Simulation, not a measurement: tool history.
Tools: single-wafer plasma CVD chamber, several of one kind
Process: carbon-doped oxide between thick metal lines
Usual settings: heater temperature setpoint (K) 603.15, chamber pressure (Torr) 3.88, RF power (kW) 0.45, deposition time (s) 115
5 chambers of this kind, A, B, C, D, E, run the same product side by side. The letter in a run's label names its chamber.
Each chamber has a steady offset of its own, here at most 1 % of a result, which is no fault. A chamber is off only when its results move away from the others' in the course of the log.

| run | hour | heater temperature setpoint (K) | chamber pressure (Torr) | RF power (kW) | deposition time (s) | hours since the last thermocouple change | hours since the last RF generator calibration | hours since the last manometer calibration | read-back reference wafer on the same gauge, thickness_nm | mean film thickness on the monitor wafer (nm) |
|---|---|---|---|---|---|---|---|---|---|---|
| 1B | 5.6 | 603.15 | 3.88 | 0.45 | 115 | 632.2 | 539.9 | 646.4 | 476.08 | 551.51 |
| 2D | 15.7 | 603.15 | 3.88 | 0.45 | 115 | 656 | 2057.8 | 1422.1 | 476.04 | 558.16 |
| 3E | 27.3 | 603.15 | 3.88 | 0.45 | 115 | 1919 | 453.3 | 106.6 | 476.1 | 551.5 |
| 4A | 35.7 | 603.15 | 3.88 | 0.45 | 115 | 1488.4 | 758.3 | 314.1 | 476.06 | 555.61 |
| 5C | 44.6 | 603.15 | 3.88 | 0.45 | 115 | 1145 | 689.9 | 1338.5 | 475.95 | 548.63 |
| 6E | 50.8 | 603.15 | 3.88 | 0.45 | 115 | 1942.5 | 476.8 | 130.1 | 476.16 | 551.43 |
| 7B | 58.8 | 594.15 | 3.88 | 0.385 | 115 | 685.4 | 593.1 | 699.6 | 476.05 | 509.72 |
| 8D | 69.5 | 594.15 | 3.88 | 0.385 | 115 | 709.8 | 2111.6 | 1475.9 | 475.94 | 510.63 |
| 9C | 81 | 594.15 | 3.88 | 0.385 | 115 | 1181.4 | 726.3 | 1374.9 | 475.95 | 506.24 |
| 10A | 91.3 | 594.15 | 3.88 | 0.385 | 115 | 1544 | 813.9 | 369.7 | 475.97 | 511.41 |
| 11B | 97.7 | 594.15 | 3.88 | 0.385 | 115 | 724.3 | 632 | 738.5 | 476.06 | 505.25 |
| 12C | 105.3 | 603.15 | 3.88 | 0.45 | 115 | 1205.7 | 750.6 | 1399.2 | 475.95 | 549.24 |
| 13E | 112 | 603.15 | 3.88 | 0.45 | 115 | 2003.7 | 538 | 191.3 | 476.17 | 550.29 |
| 14D | 118.2 | 603.15 | 3.88 | 0.45 | 115 | 758.5 | 2160.3 | 1524.6 | 475.99 | 555.9 |
| 15A | 130.1 | 595.15 | 3.13 | 0.45 | 115 | 1582.8 | 852.7 | 408.5 | 475.96 | 556.86 |
| 16A | 135.3 | 595.15 | 3.13 | 0.45 | 115 | 1588 | 857.9 | 413.7 | 475.95 | 553.77 |
| 17D | 141.2 | 595.15 | 3.13 | 0.45 | 115 | 781.5 | 2183.3 | 1547.6 | 475.77 | 557.36 |
|  | 147 | chamber D: capacitance manometer re-zeroed and calibrated |
| 18E | 150.4 | 595.15 | 3.13 | 0.45 | 115 | 2042.1 | 576.4 | 229.7 | 476.11 | 548.85 |
| 19B | 157.2 | 595.15 | 3.13 | 0.45 | 115 | 783.8 | 691.5 | 798 | 476.06 | 551.07 |
| 20C | 164.8 | 603.15 | 3.88 | 0.45 | 115 | 1265.2 | 810.1 | 1458.7 | 476.28 | 549.87 |
| 21D | 173.4 | 603.15 | 3.88 | 0.45 | 115 | 813.7 | 2215.5 | 26.4 | 475.85 | 557.4 |
| 22B | 180.2 | 603.15 | 3.88 | 0.45 | 115 | 806.8 | 714.5 | 821 | 476.14 | 553.03 |
| 23C | 186.9 | 603.15 | 3.88 | 0.45 | 115 | 1287.3 | 832.2 | 1480.8 | 475.79 | 549.12 |
|  | 187.2 | chamber D: RF generator calibrated |
| 24E | 196.1 | 591.15 | 4.26 | 0.45 | 115 | 2087.8 | 622.1 | 275.4 | 476.15 | 577.53 |
| 25A | 202.2 | 591.15 | 4.26 | 0.45 | 115 | 1654.9 | 924.8 | 480.6 | 475.92 | 586.13 |
| 26A | 213.5 | 591.15 | 4.26 | 0.45 | 115 | 1666.2 | 936.1 | 491.9 | 476.26 | 586.05 |
| 27D | 224.3 | 591.15 | 4.26 | 0.45 | 115 | 864.6 | 37.2 | 77.3 | 476.04 | 590.51 |
| 28E | 236 | 591.15 | 4.26 | 0.45 | 115 | 2127.7 | 662 | 315.3 | 476.04 | 575.69 |
| 29C | 245.2 | 603.15 | 3.88 | 0.45 | 115 | 1345.6 | 890.5 | 1539.1 | 476.02 | 553.13 |
| 30B | 252.3 | 603.15 | 3.88 | 0.45 | 115 | 878.9 | 786.6 | 893.1 | 476.17 | 553.02 |
| 31B | 262.7 | 603.15 | 3.88 | 0.45 | 115 | 889.3 | 797 | 903.5 | 476.33 | 552.31 |
| 32D | 274.8 | 603.15 | 3.88 | 0.45 | 115 | 915.1 | 87.7 | 127.8 | 476.05 | 555.24 |
| 33C | 284.3 | 603.15 | 3.88 | 0.51 | 115 | 1384.7 | 929.6 | 1578.2 | 475.63 | 597.2 |
| 34A | 291.6 | 603.15 | 3.88 | 0.51 | 115 | 1744.3 | 1014.2 | 570 | 475.76 | 600.62 |
| 35E | 302.3 | 603.15 | 3.88 | 0.51 | 115 | 2194 | 728.3 | 381.6 | 475.95 | 587.97 |
| 36A | 308.2 | 603.15 | 3.88 | 0.51 | 115 | 1760.9 | 1030.8 | 586.6 | 476.13 | 600.14 |
| 37E | 314.8 | 603.15 | 3.88 | 0.51 | 115 | 2206.5 | 740.8 | 394.1 | 476.02 | 586.67 |
| 38D | 324.4 | 603.15 | 3.88 | 0.45 | 115 | 964.7 | 137.3 | 177.4 | 475.62 | 555.84 |

Next, every chamber runs the same settings. What will each give?
| 39A | 333 | 603.15 | 3.88 | 0.395 | 115 |  |  |  |  | ? |
| 39B | 333 | 603.15 | 3.88 | 0.395 | 115 |  |  |  |  | ? |
| 39C | 333 | 603.15 | 3.88 | 0.395 | 115 |  |  |  |  | ? |
| 39D | 333 | 603.15 | 3.88 | 0.395 | 115 |  |  |  |  | ? |
| 39E | 333 | 603.15 | 3.88 | 0.395 | 115 |  |  |  |  | ? |

| run | mean film thickness on the monitor wafer (nm) |
|---|---|
| 39A | 507.24 |
| 39B | 500.46 |
| 39C | 500.4 |
| 39D | 505.67 |
| 39E | 491.71 |

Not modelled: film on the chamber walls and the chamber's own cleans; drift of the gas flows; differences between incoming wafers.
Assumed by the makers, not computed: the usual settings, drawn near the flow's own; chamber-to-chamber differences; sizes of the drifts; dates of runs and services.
